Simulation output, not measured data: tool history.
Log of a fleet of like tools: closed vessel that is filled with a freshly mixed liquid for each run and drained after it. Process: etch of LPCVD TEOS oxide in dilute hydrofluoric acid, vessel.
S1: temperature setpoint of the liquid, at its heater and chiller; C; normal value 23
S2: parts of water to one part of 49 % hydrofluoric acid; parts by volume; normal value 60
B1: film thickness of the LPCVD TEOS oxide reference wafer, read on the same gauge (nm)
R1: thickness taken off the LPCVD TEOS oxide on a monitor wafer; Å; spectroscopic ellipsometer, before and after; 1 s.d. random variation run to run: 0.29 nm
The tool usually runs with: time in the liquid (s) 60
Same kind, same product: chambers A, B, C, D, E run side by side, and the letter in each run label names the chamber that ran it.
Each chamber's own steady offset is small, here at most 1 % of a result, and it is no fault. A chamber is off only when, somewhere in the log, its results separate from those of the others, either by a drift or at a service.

run 1D hour=6.4 | S1=23 S2=60 time_in_the_liquid_(s)=60 | B1=139.96 | R1=304.24
run 2C hour=10.5 | S1=23 S2=60 time_in_the_liquid_(s)=60 | B1=139.96 | R1=302.12
run 3E hour=18.2 | S1=23 S2=60 time_in_the_liquid_(s)=60 | B1=140.02 | R1=299.29
run 4A hour=23.7 | S1=23 S2=60 time_in_the_liquid_(s)=60 | B1=140.00 | R1=300.27
run 5B hour=28.2 | S1=23 S2=60 time_in_the_liquid_(s)=60 | B1=140.03 | R1=303.56
run 6D hour=35.4 | S1=23 S2=60 time_in_the_liquid_(s)=60 | B1=139.99 | R1=303.18
run 7B hour=43.6 | S1=23 S2=60 time_in_the_liquid_(s)=60 | B1=140.01 | R1=301.65
run 8C hour=52.4 | S1=23 S2=60 time_in_the_liquid_(s)=85 | B1=139.99 | R1=428.57
run 9A hour=58.9 | S1=23 S2=60 time_in_the_liquid_(s)=85 | B1=140.02 | R1=428.09
run 10E hour=63.4 | S1=23 S2=60 time_in_the_liquid_(s)=85 | B1=140.02 | R1=420.63
run 11E hour=67.6 | S1=23 S2=60 time_in_the_liquid_(s)=85 | B1=139.97 | R1=417.21
run 12B hour=74.3 | S1=23 S2=60 time_in_the_liquid_(s)=85 | B1=139.98 | R1=428.85
run 13A hour=80.3 | S1=23 S2=60 time_in_the_liquid_(s)=60 | B1=140.01 | R1=297.88
-- hour=80.8 chamber E: hydrofluoric acid flow meter replaced
run 14D hour=84.6 | S1=23 S2=60 time_in_the_liquid_(s)=60 | B1=140.01 | R1=303.97
run 15C hour=91.1 | S1=23 S2=75 time_in_the_liquid_(s)=60 | B1=139.99 | R1=239.26
run 16A hour=96.5 | S1=23 S2=75 time_in_the_liquid_(s)=60 | B1=140.05 | R1=234.68
run 17E hour=102.9 | S1=23 S2=75 time_in_the_liquid_(s)=60 | B1=139.99 | R1=236.99
run 18C hour=107.8 | S1=23 S2=75 time_in_the_liquid_(s)=60 | B1=140.03 | R1=237.17
run 19D hour=111.9 | S1=23 S2=75 time_in_the_liquid_(s)=60 | B1=140.00 | R1=235.96
run 20B hour=116.4 | S1=23 S2=60 time_in_the_liquid_(s)=60 | B1=139.97 | R1=297.49
run 21A hour=122.3 | S1=23 S2=60 time_in_the_liquid_(s)=60 | B1=140.00 | R1=297.04
run 22E hour=128.0 | S1=23 S2=60 time_in_the_liquid_(s)=60 | B1=140.07 | R1=300.08
run 23D hour=134.9 | S1=23 S2=60 time_in_the_liquid_(s)=60 | B1=139.98 | R1=302.87
run 24C hour=138.9 | S1=23 S2=60 time_in_the_liquid_(s)=60 | B1=140.03 | R1=303.08
run 25B hour=144.2 | S1=23 S2=60 time_in_the_liquid_(s)=60 | B1=140.02 | R1=302.94
run 26C hour=152.8 | S1=23 S2=60 time_in_the_liquid_(s)=60 | B1=140.03 | R1=301.22
run 27E hour=157.2 | S1=23 S2=60 time_in_the_liquid_(s)=60 | B1=140.03 | R1=292.53
run 28D hour=165.7 | S1=23 S2=60 time_in_the_liquid_(s)=60 | B1=140.00 | R1=299.75
run 29A hour=172.3 | S1=23 S2=90 time_in_the_liquid_(s)=60 | B1=139.98 | R1=184.80
run 30B hour=180.5 | S1=23 S2=90 time_in_the_liquid_(s)=60 | B1=140.01 | R1=195.13
run 31A hour=186.6 | S1=23 S2=90 time_in_the_liquid_(s)=60 | B1=139.99 | R1=185.42
run 32D hour=195.7 | S1=23 S2=90 time_in_the_liquid_(s)=60 | B1=140.05 | R1=196.53
run 33C hour=203.7 | S1=23 S2=90 time_in_the_liquid_(s)=60 | B1=140.03 | R1=197.34
run 34E hour=210.0 | S1=20 S2=60 time_in_the_liquid_(s)=30 | B1=140.02 | R1=130.99
-- hour=215.4 chamber B: hydrofluoric acid flow meter replaced
run 35B hour=215.5 | S1=20 S2=60 time_in_the_liquid_(s)=30 | B1=140.01 | R1=132.38
run 36B hour=224.6 | S1=20 S2=60 time_in_the_liquid_(s)=30 | B1=139.95 | R1=132.72
run 37A hour=231.3 | S1=20 S2=60 time_in_the_liquid_(s)=30 | B1=140.00 | R1=125.50

All chambers now run identical settings, listed one chamber a line with results as question marks. What results will each chamber show?
run 38A hour=237.9 | S1=23 S2=60 time_in_the_liquid_(s)=60 | R1=?
run 38B hour=237.9 | S1=23 S2=60 time_in_the_liquid_(s)=60 | R1=?
run 38C hour=237.9 | S1=23 S2=60 time_in_the_liquid_(s)=60 | R1=?
run 38D hour=237.9 | S1=23 S2=60 time_in_the_liquid_(s)=60 | R1=?
run 38E hour=237.9 | S1=23 S2=60 time_in_the_liquid_(s)=60 | R1=?

run=38A R1=281.85
run=38B R1=297.17
run=38C R1=299.33
run=38D R1=309.00
run=38E R1=303.82
